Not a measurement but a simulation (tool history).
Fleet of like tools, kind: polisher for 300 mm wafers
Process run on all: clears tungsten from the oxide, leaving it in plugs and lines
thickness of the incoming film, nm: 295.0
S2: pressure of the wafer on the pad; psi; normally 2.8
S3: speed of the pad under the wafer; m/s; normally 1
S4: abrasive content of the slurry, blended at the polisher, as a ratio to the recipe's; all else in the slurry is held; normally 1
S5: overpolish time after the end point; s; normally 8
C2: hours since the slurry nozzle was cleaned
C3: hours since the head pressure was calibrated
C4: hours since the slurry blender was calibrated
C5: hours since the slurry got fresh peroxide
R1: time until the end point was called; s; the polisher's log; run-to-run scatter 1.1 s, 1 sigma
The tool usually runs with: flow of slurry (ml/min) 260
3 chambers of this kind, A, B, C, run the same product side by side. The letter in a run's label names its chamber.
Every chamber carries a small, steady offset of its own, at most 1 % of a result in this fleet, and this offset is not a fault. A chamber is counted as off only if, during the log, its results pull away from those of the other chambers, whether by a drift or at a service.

-- hour=3.8 chamber C: worn pad replaced by a new one
run 1A hour=8.9 | flow_of_slurry_(ml/min)=260 S2=2.8 S3=1 S4=1 S5=8 | wafers_polished_on_this_pad=419 C2=197.3 C3=88 C4=90 C5=49.2 | R1=99.94
run 2C hour=15.8 | flow_of_slurry_(ml/min)=260 S2=2.8 S3=1 S4=1 S5=8 | wafers_polished_on_this_pad=116 C2=192.5 C3=1068.3 C4=55.6 C5=35 | R1=98.957
run 3B hour=24.7 | flow_of_slurry_(ml/min)=260 S2=2.8 S3=1 S4=1 S5=8 | wafers_polished_on_this_pad=909 C2=436.2 C3=388.5 C4=175.6 C5=100.5 | R1=99.156
-- hour=30.7 chamber B: worn pad replaced by a new one
run 4C hour=33 | flow_of_slurry_(ml/min)=260 S2=2.8 S3=1 S4=1 S5=8 | wafers_polished_on_this_pad=283 C2=209.7 C3=1085.5 C4=72.8 C5=52.2 | R1=97.701
run 5B hour=42 | flow_of_slurry_(ml/min)=260 S2=2.8 S3=1 S4=1 S5=8 | wafers_polished_on_this_pad=110 C2=453.5 C3=405.8 C4=192.9 C5=117.8 | R1=98.775
run 6A hour=46.9 | flow_of_slurry_(ml/min)=260 S2=2.8 S3=1 S4=1 S5=8 | wafers_polished_on_this_pad=787 C2=235.3 C3=126 C4=128 C5=87.2 | R1=100.8
-- hour=53.7 chamber B: slurry blender recalibrated
run 7B hour=55.4 | flow_of_slurry_(ml/min)=260 S2=2.8 S3=1 S4=1 S5=8 | wafers_polished_on_this_pad=240 C2=466.9 C3=419.2 C4=1.7 C5=131.2 | R1=98.253
-- hour=59.9 chamber A: worn pad replaced by a new one
run 8C hour=60.9 | flow_of_slurry_(ml/min)=260 S2=2.8 S3=1 S4=1 S5=8 | wafers_polished_on_this_pad=553 C2=237.6 C3=1113.4 C4=100.7 C5=80.1 | R1=97.418
run 9A hour=68.3 | flow_of_slurry_(ml/min)=260 S2=2.8 S3=1.14 S4=1 S5=8 | wafers_polished_on_this_pad=81 C2=256.7 C3=147.4 C4=149.4 C5=108.6 | R1=90.598
run 10B hour=75.2 | flow_of_slurry_(ml/min)=260 S2=2.8 S3=1.14 S4=1 S5=8 | wafers_polished_on_this_pad=431 C2=486.7 C3=439 C4=21.5 C5=151 | R1=85.189
-- hour=79.2 chamber B: slurry tank refilled with fresh slurry and peroxide
run 11C hour=82 | flow_of_slurry_(ml/min)=260 S2=2.8 S3=1.14 S4=1 S5=8 | wafers_polished_on_this_pad=758 C2=258.7 C3=1134.5 C4=121.8 C5=101.2 | R1=88.363
-- hour=82.6 chamber A: slurry blender recalibrated
run 12A hour=91.9 | flow_of_slurry_(ml/min)=260 S2=2.8 S3=1 S4=1 S5=8 | wafers_polished_on_this_pad=310 C2=280.3 C3=171 C4=9.4 C5=132.2 | R1=106.51
run 13C hour=98.2 | flow_of_slurry_(ml/min)=260 S2=2.8 S3=1 S4=1 S5=8 | wafers_polished_on_this_pad=915 C2=274.9 C3=1150.7 C4=138 C5=117.4 | R1=98.818
run 14B hour=108.8 | flow_of_slurry_(ml/min)=260 S2=2.8 S3=1 S4=1 S5=8 | wafers_polished_on_this_pad=757 C2=520.3 C3=472.6 C4=55.1 C5=29.6 | R1=97.948
-- hour=117.2 chamber B: worn pad replaced by a new one
run 15A hour=119.5 | flow_of_slurry_(ml/min)=260 S2=2.8 S3=1 S4=1 S5=8 | wafers_polished_on_this_pad=577 C2=307.9 C3=198.6 C4=37 C5=159.8 | R1=108.35
run 16A hour=124.4 | flow_of_slurry_(ml/min)=260 S2=2.8 S3=1 S4=1 S5=8 | wafers_polished_on_this_pad=625 C2=312.8 C3=203.5 C4=41.9 C5=164.7 | R1=107.44
run 17C hour=133.4 | flow_of_slurry_(ml/min)=260 S2=2.8 S3=1 S4=1 S5=8 | wafers_polished_on_this_pad=1256 C2=310.1 C3=1185.9 C4=173.2 C5=152.6 | R1=97.857
run 18B hour=143.9 | flow_of_slurry_(ml/min)=260 S2=2.8 S3=1 S4=1 S5=8 | wafers_polished_on_this_pad=259 C2=555.4 C3=507.7 C4=90.2 C5=64.7 | R1=97.92
run 19A hour=152.8 | flow_of_slurry_(ml/min)=260 S2=2.8 S3=1 S4=1 S5=8 | wafers_polished_on_this_pad=900 C2=341.2 C3=231.9 C4=70.3 C5=193.1 | R1=112.5
run 20C hour=160.3 | flow_of_slurry_(ml/min)=260 S2=2.8 S3=1 S4=1 S5=8 | wafers_polished_on_this_pad=1516 C2=337 C3=1212.8 C4=200.1 C5=179.5 | R1=101.29
-- hour=169.8 chamber C: worn pad replaced by a new one
run 21B hour=170.4 | flow_of_slurry_(ml/min)=260 S2=2.8 S3=1 S4=1 S5=8 | wafers_polished_on_this_pad=516 C2=581.9 C3=534.2 C4=116.7 C5=91.2 | R1=99.481
run 22C hour=177 | flow_of_slurry_(ml/min)=260 S2=2.8 S3=1 S4=1 S5=8 | wafers_polished_on_this_pad=69 C2=353.7 C3=1229.5 C4=216.8 C5=196.2 | R1=101.66

Predict what each chamber gives when all 3 of them run the settings below next.
run 23A hour=185.2 | flow_of_slurry_(ml/min)=260 S2=2.8 S3=1 S4=1 S5=12 | R1=?
run 23B hour=185.2 | flow_of_slurry_(ml/min)=260 S2=2.8 S3=1 S4=1 S5=12 | R1=?
run 23C hour=185.2 | flow_of_slurry_(ml/min)=260 S2=2.8 S3=1 S4=1 S5=12 | R1=?

run=23A R1=117.04
run=23B R1=97.705
run=23C R1=103.2

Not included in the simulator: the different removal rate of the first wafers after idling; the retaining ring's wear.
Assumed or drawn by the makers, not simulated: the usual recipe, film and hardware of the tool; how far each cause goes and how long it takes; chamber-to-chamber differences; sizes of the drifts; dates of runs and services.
